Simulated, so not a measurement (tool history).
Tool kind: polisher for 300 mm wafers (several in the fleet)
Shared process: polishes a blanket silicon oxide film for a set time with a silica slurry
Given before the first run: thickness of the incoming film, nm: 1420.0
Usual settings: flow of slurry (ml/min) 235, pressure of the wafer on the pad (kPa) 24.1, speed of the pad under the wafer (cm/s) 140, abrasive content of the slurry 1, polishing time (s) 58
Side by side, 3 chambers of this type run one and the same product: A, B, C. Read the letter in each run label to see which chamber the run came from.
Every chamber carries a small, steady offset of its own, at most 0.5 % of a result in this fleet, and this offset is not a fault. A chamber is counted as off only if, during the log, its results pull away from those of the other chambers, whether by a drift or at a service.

run	hour	flow of slurry (ml/min)	pressure of the wafer on the pad (kPa)	speed of the pad under the wafer (cm/s)	abrasive content of the slurry	polishing time (s)	film removed (Å)
1B	3.1	235	24.1	140	1	58	1537.10
2A	5.8	235	24.1	140	1	58	1517.00
3C	10.3	235	24.1	140	1	58	1559.40
# hour 11.3: chamber B: slurry nozzle cleaned
4C	15.3	235	24.1	140	1	58	1555.60
# hour 16.0: chamber A: slurry nozzle cleaned
5B	19.2	235	24.1	140	1	58	1530.30
# hour 20.9: chamber C: worn pad replaced by a new one
6A	23.9	235	24.1	140	1	58	1550.00
7A	28.4	235	24.1	140	1	58	1521.30
# hour 30.1: chamber B: slurry blender recalibrated
8B	33.1	235	24.1	140	1	58	1559.90
9C	38.2	235	24.1	140	1	58	1558.20
10A	41.1	235	17.2	140	1	39	729.13
# hour 41.3: chamber C: conditioning disc replaced and pad reconditioned
11B	44.7	235	17.2	140	1	39	750.68
12C	48.5	235	17.2	140	1	39	745.97
13C	51.9	235	24.1	140	1	58	1532.30
14B	55.8	235	24.1	140	1	58	1559.50
# hour 57.2: chamber A: conditioning disc replaced and pad reconditioned
15A	61.3	310	24.1	118	1	58	1308.80
16C	65.4	310	24.1	118	1	58	1375.20
17A	70.8	310	24.1	118	1	58	1309.90
18B	76.3	235	24.1	140	1	58	1558.50
19A	80.7	235	24.1	140	1	58	1419.60
# hour 81.4: chamber B: worn pad replaced by a new one
20B	83.6	235	24.1	140	1	58	1537.70
21C	88.9	235	24.1	140	1	58	1564.70
22C	92.8	235	24.1	140	1	58	1539.30

Has any chamber moved away from the others, gradually or after a service, or does the common gauge drift, or do the chambers differ only by their own small steady offsets? State the chamber and the most likely cause if one applies.

Little by little, chamber A moves away from the other chambers.
Most likely cause: head's pressure below its setpoint, % = 10.1.
It could be hard to tell apart here from: removal rate lost through wear of the pad, %; abrasive missing from the slurry, %.

Here are 4 candidates for chamber A's next run, each the usual settings with a change, their results left as question marks. Which one brings its results back in line with what the others give on the usual settings?
Counts as in line when no further than this from what the other chambers average on the usual settings: film removed (Å) 39.00
23A-1	96.9	235	22.1	140	0.95	52	?
23A-2	96.9	235	25.5	140	1.00	61	?
23A-3	96.9	235	24.1	140	0.80	58	?
23A-4	96.9	235	26.2	148	1.05	62	?

What the other chambers average on the usual settings: film removed (Å) 1548.00
run	film removed (Å)
23A-1	1110.50
23A-2	1543.90
23A-3	1246.70
23A-4	1722.90
23A-2 is the one that brings the chamber's results back in line with the other chambers.
